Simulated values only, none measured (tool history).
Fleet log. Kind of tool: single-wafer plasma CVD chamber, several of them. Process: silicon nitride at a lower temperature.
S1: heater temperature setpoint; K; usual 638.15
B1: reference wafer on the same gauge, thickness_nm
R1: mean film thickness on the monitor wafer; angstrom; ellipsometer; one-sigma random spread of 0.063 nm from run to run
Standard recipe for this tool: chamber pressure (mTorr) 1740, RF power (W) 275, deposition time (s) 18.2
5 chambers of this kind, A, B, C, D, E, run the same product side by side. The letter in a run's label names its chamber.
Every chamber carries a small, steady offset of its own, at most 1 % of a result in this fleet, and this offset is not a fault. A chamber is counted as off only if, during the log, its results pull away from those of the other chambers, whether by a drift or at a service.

Run 1B, hour 3.0: usual settings; B1 17.289. Result: R1 205.55 angstrom.
Run 2C, hour 7.0: usual settings; B1 17.296. Result: R1 203.57 angstrom.
Run 3D, hour 9.8: usual settings; B1 17.301. Result: R1 205.61 angstrom.
Run 4A, hour 13.6: usual settings; B1 17.304. Result: R1 206.08 angstrom.
Run 5E, hour 18.1: usual settings but RF power (W) 250, deposition time (s) 16.6; B1 17.295. Result: R1 175.72 angstrom.
Run 6B, hour 22.6: usual settings but RF power (W) 250, deposition time (s) 16.6; B1 17.307. Result: R1 174.97 angstrom.
Run 7E, hour 25.5: usual settings but RF power (W) 250, deposition time (s) 16.6; B1 17.308. Result: R1 175.34 angstrom.
At hour 25.9: chamber B: RF generator calibrated.
Run 8C, hour 30.0: usual settings but RF power (W) 250, deposition time (s) 16.6; B1 17.296. Result: R1 173.56 angstrom.
Run 9D, hour 32.1: usual settings but RF power (W) 250, deposition time (s) 16.6; B1 17.298. Result: R1 174.51 angstrom.
Run 10A, hour 35.5: usual settings; B1 17.299. Result: R1 206.79 angstrom.
Run 11A, hour 37.6: usual settings; B1 17.293. Result: R1 205.86 angstrom.
Run 12C, hour 42.1: usual settings; B1 17.297. Result: R1 203.50 angstrom.
Run 13D, hour 44.6: usual settings; B1 17.308. Result: R1 205.64 angstrom.
Run 14B, hour 47.2: usual settings; B1 17.307. Result: R1 206.40 angstrom.
Run 15E, hour 50.3: usual settings; B1 17.300. Result: R1 207.27 angstrom.
Run 16C, hour 54.5: usual settings; B1 17.302. Result: R1 203.72 angstrom.
Run 17E, hour 57.0: usual settings; B1 17.301. Result: R1 207.46 angstrom.
Run 18B, hour 60.1: usual settings; B1 17.299. Result: R1 205.08 angstrom.
Run 19A, hour 63.4: usual settings; B1 17.293. Result: R1 206.07 angstrom.
Run 20D, hour 67.5: usual settings; B1 17.306. Result: R1 205.09 angstrom.
Run 21A, hour 71.4: usual settings; B1 17.299. Result: R1 205.96 angstrom.
Run 22C, hour 74.4: usual settings; B1 17.301. Result: R1 204.18 angstrom.
Run 23B, hour 79.2: usual settings; B1 17.291. Result: R1 205.39 angstrom.
Run 24D, hour 81.5: usual settings but S1 624.15 K, RF power (W) 240; B1 17.307. Result: R1 187.29 angstrom.
Run 25E, hour 84.2: usual settings but S1 624.15 K, RF power (W) 240; B1 17.304. Result: R1 189.03 angstrom.
Run 26B, hour 87.9: usual settings but S1 624.15 K, RF power (W) 240; B1 17.299. Result: R1 187.82 angstrom.
Run 27D, hour 92.5: usual settings but S1 624.15 K, RF power (W) 240; B1 17.299. Result: R1 187.34 angstrom.
Run 28E, hour 97.2: usual settings but S1 624.15 K, RF power (W) 240; B1 17.291. Result: R1 188.45 angstrom.
Run 29A, hour 101.7: usual settings; B1 17.305. Result: R1 206.32 angstrom.
Run 30C, hour 106.2: usual settings; B1 17.287. Result: R1 204.42 angstrom.
Run 31A, hour 110.8: usual settings; B1 17.289. Result: R1 206.47 angstrom.
Run 32B, hour 114.7: usual settings; B1 17.300. Result: R1 205.64 angstrom.
Run 33E, hour 118.4: usual settings; B1 17.303. Result: R1 206.94 angstrom.
Run 34C, hour 121.6: usual settings; B1 17.308. Result: R1 203.08 angstrom.
Run 35D, hour 126.4: usual settings; B1 17.311. Result: R1 205.26 angstrom.
Run 36B, hour 130.3: usual settings; B1 17.296. Result: R1 205.37 angstrom.
Run 37D, hour 134.5: usual settings; B1 17.293. Result: R1 204.99 angstrom.
Run 38C, hour 139.0: usual settings but RF power (W) 245; B1 17.294. Result: R1 187.14 angstrom.

Predict what each chamber gives when all 5 of them run the settings below next.
Run 39A, hour 142.5: usual settings. Result: R1 ?.
Run 39B, hour 142.5: usual settings. Result: R1 ?.
Run 39C, hour 142.5: usual settings. Result: R1 ?.
Run 39D, hour 142.5: usual settings. Result: R1 ?.
Run 39E, hour 142.5: usual settings. Result: R1 ?.

run      R1
39A  206.89
39B  205.76
39C  203.96
39D  204.60
39E  206.19

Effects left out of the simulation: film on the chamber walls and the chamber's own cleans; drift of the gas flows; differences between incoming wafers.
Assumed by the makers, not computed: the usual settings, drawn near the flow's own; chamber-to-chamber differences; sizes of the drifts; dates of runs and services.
